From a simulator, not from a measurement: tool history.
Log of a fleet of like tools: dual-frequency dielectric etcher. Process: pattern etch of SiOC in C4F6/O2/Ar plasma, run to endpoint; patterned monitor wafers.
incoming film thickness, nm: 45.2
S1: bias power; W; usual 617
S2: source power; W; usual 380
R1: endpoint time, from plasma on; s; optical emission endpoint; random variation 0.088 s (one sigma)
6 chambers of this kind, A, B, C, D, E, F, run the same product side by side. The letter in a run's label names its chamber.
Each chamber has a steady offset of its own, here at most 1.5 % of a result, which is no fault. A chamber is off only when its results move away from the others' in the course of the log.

Run 1B, hour 4.8: usual settings. Result: R1 14.457 s.
Run 2E, hour 11.9: usual settings. Result: R1 14.445 s.
Run 3D, hour 19.5: usual settings. Result: R1 14.348 s.
Run 4A, hour 29: usual settings. Result: R1 14.463 s.
Run 5F, hour 35.6: usual settings but S1 503 W, S2 330 W. Result: R1 16.366 s.
Run 6C, hour 45.6: usual settings but S1 503 W, S2 330 W. Result: R1 16.272 s.
At hour 47.2: chamber E: wet clean of the chamber.
Run 7F, hour 51.1: usual settings but S1 503 W, S2 330 W. Result: R1 16.227 s.
At hour 55.3: chamber C: wet clean of the chamber.
Run 8C, hour 58.1: usual settings but S1 503 W, S2 330 W. Result: R1 16.114 s.
Run 9B, hour 68.1: usual settings but S1 503 W, S2 330 W. Result: R1 16.514 s.
Run 10A, hour 78.7: usual settings but S1 503 W, S2 330 W. Result: R1 16.469 s.
Run 11E, hour 88.1: usual settings. Result: R1 14.239 s.
Run 12D, hour 94.5: usual settings. Result: R1 14.326 s.
Run 13A, hour 102.4: usual settings but S1 516 W, S2 450 W. Result: R1 14.668 s.
Run 14E, hour 109.7: usual settings but S1 516 W, S2 450 W. Result: R1 14.42 s.
Run 15D, hour 117.8: usual settings but S1 516 W, S2 450 W. Result: R1 14.388 s.
Run 16B, hour 126.6: usual settings but S1 516 W, S2 450 W. Result: R1 14.461 s.
Run 17C, hour 132.6: usual settings but S1 516 W, S2 450 W. Result: R1 14.343 s.
Run 18F, hour 139.5: usual settings but S1 516 W, S2 450 W. Result: R1 14.432 s.
Run 19D, hour 144.7: usual settings. Result: R1 14.346 s.
Run 20F, hour 155.3: usual settings. Result: R1 14.282 s.
Run 21B, hour 163.3: usual settings but S1 691 W, S2 460 W. Result: R1 12.947 s.
Run 22E, hour 169.8: usual settings but S1 691 W, S2 460 W. Result: R1 12.605 s.
Run 23A, hour 177.6: usual settings but S1 691 W, S2 460 W. Result: R1 12.867 s.
Run 24C, hour 185.5: usual settings but S1 691 W, S2 460 W. Result: R1 12.751 s.
Run 25F, hour 191.5: usual settings but S1 691 W, S2 460 W. Result: R1 12.676 s.
Run 26C, hour 201.5: usual settings but S1 691 W, S2 460 W. Result: R1 12.775 s.
Run 27B, hour 206.6: usual settings. Result: R1 14.56 s.
Run 28A, hour 216.6: usual settings. Result: R1 14.504 s.
At hour 222.4: chamber A: wet clean of the chamber.
Run 29E, hour 224.9: usual settings. Result: R1 14.479 s.
Run 30D, hour 231.3: usual settings. Result: R1 14.226 s.
Run 31F, hour 241.4: usual settings. Result: R1 14.251 s.
Run 32B, hour 246.7: usual settings. Result: R1 14.58 s.
Run 33D, hour 255.1: usual settings. Result: R1 14.405 s.
Run 34C, hour 262.5: usual settings. Result: R1 14.228 s.
At hour 267.1: chamber D: wet clean of the chamber.
Run 35A, hour 267.5: usual settings. Result: R1 14.498 s.
Run 36E, hour 274.2: usual settings but S1 678 W, S2 340 W. Result: R1 14.363 s.
Run 37B, hour 282.6: usual settings but S1 678 W, S2 340 W. Result: R1 14.64 s.
Run 38A, hour 292.1: usual settings but S1 678 W, S2 340 W. Result: R1 14.571 s.
Run 39D, hour 299.8: usual settings but S1 678 W, S2 340 W. Result: R1 14.323 s.
Run 40F, hour 305.6: usual settings but S1 678 W, S2 340 W. Result: R1 14.286 s.
Run 41E, hour 312.9: usual settings but S1 678 W, S2 340 W. Result: R1 14.337 s.
Run 42C, hour 318.7: usual settings. Result: R1 14.28 s.
Run 43E, hour 327.8: usual settings. Result: R1 14.349 s.
Run 44A, hour 335: usual settings. Result: R1 14.334 s.

All 6 chambers run these settings next. Forecast each chamber's results:
Run 45A, hour 342.8: usual settings. Result: R1 ?.
Run 45B, hour 342.8: usual settings. Result: R1 ?.
Run 45C, hour 342.8: usual settings. Result: R1 ?.
Run 45D, hour 342.8: usual settings. Result: R1 ?.
Run 45E, hour 342.8: usual settings. Result: R1 ?.
Run 45F, hour 342.8: usual settings. Result: R1 ?.

run      R1
45A  14.526
45B  14.533
45C  14.249
45D   14.29
45E  14.398
45F  14.168
